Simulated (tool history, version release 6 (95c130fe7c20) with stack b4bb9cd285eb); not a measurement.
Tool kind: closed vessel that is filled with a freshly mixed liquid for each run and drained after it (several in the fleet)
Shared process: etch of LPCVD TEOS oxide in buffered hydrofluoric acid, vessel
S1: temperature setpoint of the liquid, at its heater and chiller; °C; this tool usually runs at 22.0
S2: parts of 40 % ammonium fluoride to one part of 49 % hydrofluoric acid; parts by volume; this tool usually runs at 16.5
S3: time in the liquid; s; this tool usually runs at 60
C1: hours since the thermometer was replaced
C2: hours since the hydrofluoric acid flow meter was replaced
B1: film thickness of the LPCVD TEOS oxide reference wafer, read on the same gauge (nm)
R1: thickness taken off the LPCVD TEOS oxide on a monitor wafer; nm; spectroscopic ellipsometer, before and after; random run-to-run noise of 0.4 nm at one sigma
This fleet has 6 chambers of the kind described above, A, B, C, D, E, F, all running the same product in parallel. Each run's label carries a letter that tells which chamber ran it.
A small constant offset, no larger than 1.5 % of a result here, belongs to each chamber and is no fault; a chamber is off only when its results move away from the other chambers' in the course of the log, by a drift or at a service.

| run | hour | S1 | S2 | S3 | C1 | C2 | B1 | R1 |
|---|---|---|---|---|---|---|---|---|
| 1C | 10.3 | 22.0 | 16.5 | 60 | 127.6 | 575.3 | 80.052 | 52.833 |
| 2D | 15.2 | 22.0 | 16.5 | 60 | 869.7 | 2321.1 | 79.997 | 52.521 |
| 3E | 26.2 | 22.0 | 16.5 | 60 | 989.6 | 948.0 | 80.014 | 52.751 |
| 4A | 36.6 | 22.0 | 16.5 | 60 | 56.3 | 596.8 | 80.001 | 53.022 |
| 5F | 44.4 | 22.0 | 16.5 | 60 | 2207.6 | 614.0 | 79.970 | 53.482 |
| 6B | 51.9 | 22.0 | 16.5 | 60 | 984.8 | 1060.6 | 79.998 | 53.688 |
| 7E | 56.9 | 22.0 | 16.5 | 60 | 1020.3 | 978.7 | 80.071 | 52.776 |
| 8A | 64.0 | 26.5 | 16.5 | 75 | 83.7 | 624.2 | 79.916 | 85.034 |
| 9B | 71.9 | 26.5 | 16.5 | 75 | 1004.8 | 1080.6 | 80.016 | 84.998 |
| 10D | 82.4 | 26.5 | 16.5 | 75 | 936.9 | 2388.3 | 79.966 | 84.691 |
| 11C | 90.9 | 26.5 | 16.5 | 75 | 208.2 | 655.9 | 80.003 | 85.094 |
| 12F | 100.1 | 26.5 | 16.5 | 75 | 2263.3 | 669.7 | 80.012 | 85.495 |
| 13E | 109.2 | 26.5 | 16.5 | 75 | 1072.6 | 1031.0 | 80.009 | 84.445 |
| 14D | 115.0 | 18.5 | 12.0 | 60 | 969.5 | 2420.9 | 79.980 | 61.607 |
| 15F | 120.9 | 18.5 | 12.0 | 60 | 2284.1 | 690.5 | 80.017 | 60.643 |
| 16A | 126.2 | 18.5 | 12.0 | 60 | 145.9 | 686.4 | 80.028 | 59.387 |
|  | 128.7 | chamber D: hydrofluoric acid flow meter replaced |
| 17C | 132.4 | 18.5 | 12.0 | 60 | 249.7 | 697.4 | 80.013 | 60.767 |
|  | 137.5 | chamber F: hydrofluoric acid flow meter replaced |
| 18B | 139.2 | 18.5 | 12.0 | 60 | 1072.1 | 1147.9 | 80.006 | 60.370 |
| 19D | 144.6 | 18.5 | 12.0 | 60 | 999.1 | 15.9 | 80.038 | 61.432 |
| 20F | 152.0 | 22.0 | 16.5 | 60 | 2315.2 | 14.5 | 79.955 | 52.954 |
| 21E | 158.2 | 22.0 | 16.5 | 60 | 1121.6 | 1080.0 | 80.005 | 52.605 |
| 22B | 163.9 | 22.0 | 16.5 | 60 | 1096.8 | 1172.6 | 79.996 | 53.575 |
| 23A | 171.8 | 22.0 | 16.5 | 60 | 191.5 | 732.0 | 79.983 | 52.578 |
| 24C | 179.6 | 22.0 | 16.5 | 60 | 296.9 | 744.6 | 80.029 | 52.308 |
| 25E | 184.5 | 22.0 | 16.5 | 60 | 1147.9 | 1106.3 | 80.044 | 52.864 |
|  | 186.7 | chamber B: hydrofluoric acid flow meter replaced |
| 26B | 195.5 | 22.0 | 16.5 | 60 | 1128.4 | 8.8 | 80.030 | 53.448 |
| 27A | 204.7 | 22.0 | 16.5 | 60 | 224.4 | 764.9 | 80.001 | 52.795 |
| 28C | 211.3 | 22.0 | 16.5 | 60 | 328.6 | 776.3 | 79.984 | 53.774 |
| 29F | 216.4 | 22.0 | 16.5 | 60 | 2379.6 | 78.9 | 79.937 | 53.463 |
| 30D | 222.7 | 22.0 | 16.5 | 60 | 1077.2 | 94.0 | 80.016 | 55.558 |
| 31B | 230.4 | 22.0 | 16.5 | 60 | 1163.3 | 43.7 | 79.982 | 52.278 |
|  | 238.9 | chamber F: thermometer replaced |
| 32F | 240.6 | 19.0 | 16.5 | 60 | 1.7 | 103.1 | 79.962 | 44.924 |
| 33C | 246.2 | 19.0 | 16.5 | 60 | 363.5 | 811.2 | 80.036 | 45.304 |
| 34E | 254.7 | 19.0 | 16.5 | 60 | 1218.1 | 1176.5 | 79.982 | 44.418 |
| 35D | 261.7 | 19.0 | 16.5 | 60 | 1116.2 | 133.0 | 79.936 | 47.516 |
|  | 263.1 | chamber E: hydrofluoric acid flow meter replaced |
| 36A | 272.6 | 19.0 | 16.5 | 60 | 292.3 | 832.8 | 80.043 | 45.407 |
| 37E | 280.2 | 19.0 | 16.5 | 60 | 1243.6 | 17.2 | 80.008 | 44.160 |
| 38A | 291.0 | 22.0 | 16.5 | 60 | 310.7 | 851.2 | 80.007 | 52.853 |
| 39C | 296.3 | 25.5 | 16.5 | 75 | 413.6 | 861.3 | 79.978 | 79.933 |

All chambers now run identical settings, listed one chamber a line with results as question marks. What results will each chamber show?
| 40A | 304.1 | 22.0 | 16.5 | 60 |  |  |  | ? |
| 40B | 304.1 | 22.0 | 16.5 | 60 |  |  |  | ? |
| 40C | 304.1 | 22.0 | 16.5 | 60 |  |  |  | ? |
| 40D | 304.1 | 22.0 | 16.5 | 60 |  |  |  | ? |
| 40E | 304.1 | 22.0 | 16.5 | 60 |  |  |  | ? |
| 40F | 304.1 | 22.0 | 16.5 | 60 |  |  |  | ? |

| run | R1 |
|---|---|
| 40A | 52.750 |
| 40B | 53.012 |
| 40C | 53.624 |
| 40D | 55.827 |
| 40E | 52.703 |
| 40F | 53.336 |
